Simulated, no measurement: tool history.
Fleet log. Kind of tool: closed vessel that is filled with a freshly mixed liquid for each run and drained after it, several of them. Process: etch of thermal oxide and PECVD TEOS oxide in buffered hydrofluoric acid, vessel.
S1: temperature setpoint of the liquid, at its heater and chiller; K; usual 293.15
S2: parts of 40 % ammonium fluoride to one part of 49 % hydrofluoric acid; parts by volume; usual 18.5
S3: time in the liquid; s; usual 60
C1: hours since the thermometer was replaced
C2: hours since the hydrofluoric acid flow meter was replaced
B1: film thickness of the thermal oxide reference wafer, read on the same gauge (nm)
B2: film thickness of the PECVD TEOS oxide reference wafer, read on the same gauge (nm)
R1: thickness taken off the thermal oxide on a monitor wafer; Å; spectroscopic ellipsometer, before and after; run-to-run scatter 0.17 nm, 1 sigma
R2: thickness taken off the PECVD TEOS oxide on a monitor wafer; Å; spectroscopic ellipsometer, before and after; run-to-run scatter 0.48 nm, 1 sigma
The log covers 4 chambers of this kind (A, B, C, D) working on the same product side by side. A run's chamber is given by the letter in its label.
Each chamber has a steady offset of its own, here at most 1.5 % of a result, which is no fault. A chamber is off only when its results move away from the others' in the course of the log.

run	hour	S1	S2	S3	C1	C2	B1	B2	R1	R2
1A	5	293.15	18.5	60	963	475.4	100.04	80.025	299.51	566.87
2D	9.9	293.15	18.5	60	1491	1699.1	100.03	79.97	291.87	554.07
3C	14.3	293.15	18.5	60	454.9	258.2	99.996	80.006	294.88	553.84
4B	17.4	293.15	18.5	60	582.9	265.3	100.03	79.966	293.36	562.11
5B	21.2	293.15	18.5	60	586.7	269.1	100.03	80.016	297.66	560.58
6D	26.1	293.15	18.5	60	1507.2	1715.3	99.995	80.046	292.34	551.32
7A	28.8	293.15	18.5	60	986.8	499.2	99.978	79.958	296.08	567.85
8C	32.3	293.15	18.5	60	472.9	276.2	99.999	80	293.94	563.11
9C	36	293.15	18.5	80	476.6	279.9	100.01	79.971	394.15	732.59
10D	40.5	293.15	18.5	80	1521.6	1729.7	99.95	79.964	390	742.02
11A	43.3	293.15	18.5	80	1001.3	513.7	100.03	79.96	397.08	750.86
12B	48.2	293.15	18.5	80	613.7	296.1	100.04	79.986	388.79	759.62
13D	53.1	295.15	18.5	60	1534.2	1742.3	99.974	79.985	328.96	624.24
14A	57.7	295.15	18.5	60	1015.7	528.1	99.995	80.016	333.74	620.35
15C	61.9	295.15	18.5	60	502.5	305.8	99.961	80.013	330.21	622.69
16B	64.4	295.15	18.5	60	629.9	312.3	100.03	79.982	331.23	630.85
17A	67	293.15	18.5	60	1025	537.4	99.988	80.037	295.4	567.76
18D	71.2	293.15	18.5	60	1552.3	1760.4	99.971	80.008	293.81	563.15
19B	76.2	293.15	18.5	60	641.7	324.1	100	79.983	293.14	571.86
20C	80.4	293.15	18.5	60	521	324.3	99.985	80.057	293.5	563.92
21A	83	293.15	18.5	60	1041	553.4	99.991	79.986	293.87	565.16
22B	86.1	293.15	18.5	60	651.6	334	100.01	80.029	295.65	569.33
23D	89.9	293.15	18.5	60	1571	1779.1	99.991	79.985	292.97	561.53
24C	93.5	294.65	22	60	534.1	337.4	100.01	80.006	277.12	531.27
25C	95.9	294.65	22	60	536.5	339.8	100.02	80.035	278.76	526.04
26B	99.4	294.65	22	60	664.9	347.3	100.01	79.975	279.19	531.48

Read the log: is a single chamber off, either drifting away or since a service, is the gauge that measures every chamber drifting, or is nothing wrong beyond small per-chamber offsets? Name any odd chamber and what most likely caused it.

Nothing is wrong: each chamber keeps only its own small, steady offset and the gauge holds still.

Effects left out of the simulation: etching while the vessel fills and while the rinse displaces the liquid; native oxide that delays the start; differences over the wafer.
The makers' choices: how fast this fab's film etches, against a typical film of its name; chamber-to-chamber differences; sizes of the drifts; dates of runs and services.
